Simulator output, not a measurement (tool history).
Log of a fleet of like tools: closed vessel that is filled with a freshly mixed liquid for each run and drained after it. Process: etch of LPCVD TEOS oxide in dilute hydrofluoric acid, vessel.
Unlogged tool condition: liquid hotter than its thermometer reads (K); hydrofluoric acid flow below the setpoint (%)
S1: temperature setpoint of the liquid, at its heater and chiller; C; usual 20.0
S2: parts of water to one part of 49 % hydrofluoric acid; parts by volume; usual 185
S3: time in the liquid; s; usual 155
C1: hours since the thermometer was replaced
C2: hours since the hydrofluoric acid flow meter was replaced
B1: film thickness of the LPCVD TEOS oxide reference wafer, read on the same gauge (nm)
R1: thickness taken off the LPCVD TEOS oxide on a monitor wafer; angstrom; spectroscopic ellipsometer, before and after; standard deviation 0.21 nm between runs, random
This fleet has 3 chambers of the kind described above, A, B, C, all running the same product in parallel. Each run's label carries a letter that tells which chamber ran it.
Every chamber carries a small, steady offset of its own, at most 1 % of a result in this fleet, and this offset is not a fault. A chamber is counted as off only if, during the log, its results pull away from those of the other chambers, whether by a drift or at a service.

run   hour    S1   S2   S3      C1      C2      B1      R1
 1B    5.5  20.0  185  155  1514.4   964.6  109.99  306.92
 2C   12.5  20.0  185  155   581.4   512.9  110.02  305.94
 3A   19.8  20.0  185  155   244.9   136.9  110.00  311.50
 4B   28.1  20.0  185  155  1537.0   987.2  110.02  309.20
 5A   33.3  20.0  185  155   258.4   150.4  109.99  308.09
 6C   39.5  20.0  185  155   608.4   539.9  109.99  307.49
 7B   45.6  20.0  185  155  1554.5  1004.7  110.02  307.48
 8C   51.3  20.0  185  155   620.2   551.7  109.97  305.31
 9A   58.6  22.5  185  155   283.7   175.7  110.03  340.60
10B   67.6  22.5  185  155  1576.5  1026.7  110.02  340.96
11A   75.4  22.5  185  155   300.5   192.5  109.99  341.10
12C   83.2  20.0  185  155   652.1   583.6  110.01  293.06
13C   90.5  20.0  185  155   659.4   590.9  110.00  298.95
14A   99.4  20.0  185  155   324.5   216.5  110.00  308.34
15B  103.9  20.0  185  155  1612.8  1063.0  110.02  309.89
16A  109.4  20.0  185  155   334.5   226.5  110.02  312.37
17B  115.3  20.0  185  155  1624.2  1074.4  109.98  306.20
18C  122.6  20.0  185  155   691.5   623.0  110.00  288.76
19A  129.1  20.0  185  155   354.2   246.2  110.02  305.45
20B  134.0  20.0  185  155  1642.9  1093.1  109.96  302.62
21C  138.6  20.0  185   65   707.5   639.0  110.00  118.63

Next, all 3 chambers run the settings below, one line each with question marks for the results. What does each chamber give?
22A  145.5  20.0  185  155               ?
22B  145.5  20.0  185  155               ?
22C  145.5  20.0  185  155               ?

run      R1
22A  314.25
22B  307.71
22C  281.32
